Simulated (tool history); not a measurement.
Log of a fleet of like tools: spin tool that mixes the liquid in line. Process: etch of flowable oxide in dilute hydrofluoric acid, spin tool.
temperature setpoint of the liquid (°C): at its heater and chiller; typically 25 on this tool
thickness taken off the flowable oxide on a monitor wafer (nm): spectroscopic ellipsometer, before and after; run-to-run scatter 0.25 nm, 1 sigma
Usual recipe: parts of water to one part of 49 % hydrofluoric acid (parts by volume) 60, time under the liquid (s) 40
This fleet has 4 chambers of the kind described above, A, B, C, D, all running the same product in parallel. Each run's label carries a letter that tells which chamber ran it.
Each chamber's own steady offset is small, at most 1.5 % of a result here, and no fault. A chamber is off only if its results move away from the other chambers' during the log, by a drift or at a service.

run	hour	temperature setpoint of the liquid (°C)	parts of water to one part of 49 % hydrofluoric acid (parts by volume)	time under the liquid (s)	read-back film thickness of the flowable oxide reference wafer, read on the same gauge (nm)	thickness taken off the flowable oxide on a monitor wafer (nm)
1A	9.7	25	60	40	99.963	31.222
# hour 15.7: chamber B: hydrofluoric acid flow meter replaced
2C	18.5	25	60	40	100.01	31.343
3D	24.5	25	60	40	100	31.065
# hour 32.1: chamber A: thermometer replaced
4B	36.6	25	60	40	100.02	31.029
5D	44.7	25	60	40	99.969	31.065
6B	53.1	25	60	40	99.979	31.145
7A	64.6	25	60	40	99.959	31.106
8C	75.9	25	40	55	99.977	66.243
9C	82.6	25	40	55	100.02	66.296
10B	88.5	25	40	55	100.02	66.072
11A	95.8	25	40	55	99.991	68.023
12D	101.2	25	60	40	100	31.194
13A	112	25	60	40	99.981	31.735
14B	118.8	25	60	30	99.996	23.444
15D	131.2	25	60	30	99.973	23.176
16C	137	25	60	30	100	23.652
17A	145.4	25	60	30	100	23.285
18C	157.3	25	60	40	100.03	31.129
# hour 168.9: chamber D: hydrofluoric acid flow meter replaced
19D	169.5	25	60	40	99.961	31.162
20B	176.2	25	60	40	99.946	31.618
21D	183.1	25	85	40	99.963	20.953
22C	189.9	25	85	40	100.01	21.359
23B	201	25	85	40	100.02	21.272
24A	206.6	25	85	40	99.971	21.371
25C	217.4	25	60	40	100.03	31.486
26B	223.9	29	60	40	100.06	36.082
27D	231.3	29	60	40	99.956	36.08
28A	239.5	29	60	40	100.01	36.877
29D	249.5	29	60	40	100.04	36.567
30A	259.1	25	60	40	99.997	31.496
31C	270.5	25	60	40	99.96	30.835
32B	282.1	25	60	40	99.985	31.183

Each of the 4 chambers runs these same settings next. Fill in every chamber's results:
33A	291.1	25	70	40		?
33B	291.1	25	70	40		?
33C	291.1	25	70	40		?
33D	291.1	25	70	40		?

run	thickness taken off the flowable oxide on a monitor wafer (nm)
33A	26.698
33B	26.142
33C	26.421
33D	26.332
